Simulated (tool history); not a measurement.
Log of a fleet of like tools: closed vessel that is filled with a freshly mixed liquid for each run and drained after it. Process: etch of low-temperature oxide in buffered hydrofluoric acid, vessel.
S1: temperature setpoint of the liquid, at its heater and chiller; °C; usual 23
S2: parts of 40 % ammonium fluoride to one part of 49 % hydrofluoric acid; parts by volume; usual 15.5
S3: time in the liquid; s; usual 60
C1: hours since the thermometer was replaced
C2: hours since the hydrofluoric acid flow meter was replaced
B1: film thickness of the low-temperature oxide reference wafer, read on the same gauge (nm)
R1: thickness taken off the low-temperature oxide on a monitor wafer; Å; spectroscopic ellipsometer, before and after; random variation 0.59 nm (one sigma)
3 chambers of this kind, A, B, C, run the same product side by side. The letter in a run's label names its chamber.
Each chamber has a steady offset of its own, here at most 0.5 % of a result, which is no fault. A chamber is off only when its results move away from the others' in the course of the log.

run,hour,S1,S2,S3,C1,C2,B1,R1
1B,9.7,23,15.5,60,1114.4,803.5,150.02,797.93
2C,18.8,23,15.5,60,631,233.5,150,804.25
3A,28.3,23,15.5,60,485.5,454.3,150,796.01
4A,35,23,15.5,60,492.2,461,150,799.55
5B,46.4,21,19.5,60,1151.1,840.2,150.04,572.8
6C,57.2,21,19.5,60,669.4,271.9,149.99,575.95
7B,65.3,21,19.5,60,1170,859.1,150.04,579.13
8A,76.1,23,15.5,60,533.3,502.1,150,806.97
9C,89.1,23,15.5,60,701.3,303.8,150,801.33
10C,95.3,23,15.5,60,707.5,310,149.97,811.83
11B,104.5,23,15.5,60,1209.2,898.3,149.99,804.5
12A,111,23,15.5,60,568.2,537,150.02,801.2
13B,120.1,23,15.5,60,1224.8,913.9,150.02,805.82
14A,130,20.5,15.5,30,587.2,556,150.03,351.13
15C,142.7,20.5,15.5,30,754.9,357.4,149.98,355.28
16B,150.9,20.5,15.5,30,1255.6,944.7,149.99,350.29
17C,161.3,23,15.5,60,773.5,376,149.97,797.29
18A,171.2,23,15.5,60,628.4,597.2,150,789.61
19A,183,23,15.5,60,640.2,609,149.96,792.76
20B,196,23,15.5,60,1300.7,989.8,150,778.77
21C,204.4,23,15.5,60,816.6,419.1,149.99,813.85
22B,214.6,23,15.5,60,1319.3,1008.4,150,780.78
23C,225.8,23,15.5,60,838,440.5,150.04,797.33
24A,237.3,23,15.5,60,694.5,663.3,150.01,798.16
25B,245.9,23,15.5,60,1350.6,1039.7,150.01,771.05
26A,255.2,23,15.5,60,712.4,681.2,150.01,785.09
27C,264.9,23,15.5,60,877.1,479.6,149.99,806.83
28B,271.8,23,15.5,60,1376.5,1065.6,150.03,759.71
# hour 280.8: chamber C: hydrofluoric acid flow meter replaced
29C,281.3,23,15.5,60,893.5,0.5,150,798.7
30A,289.5,19,15.5,60,746.7,715.5,150.02,625.86
31A,300.9,19,15.5,60,758.1,726.9,150.02,644.17
32C,309.7,19,15.5,60,921.9,28.9,150.01,645.86
33B,319.5,23,15.5,60,1424.2,1113.3,150.01,737.61
34C,330.5,23,13,60,942.7,49.7,150.02,968.49
35A,338.4,23,13,60,795.6,764.4,150.01,940.75

Next, every chamber runs the same settings. What will each give?
36A,347.8,23,18,60,,,,?
36B,347.8,23,18,60,,,,?
36C,347.8,23,18,60,,,,?

run,R1
36A,682.71
36B,635.96
36C,696.98
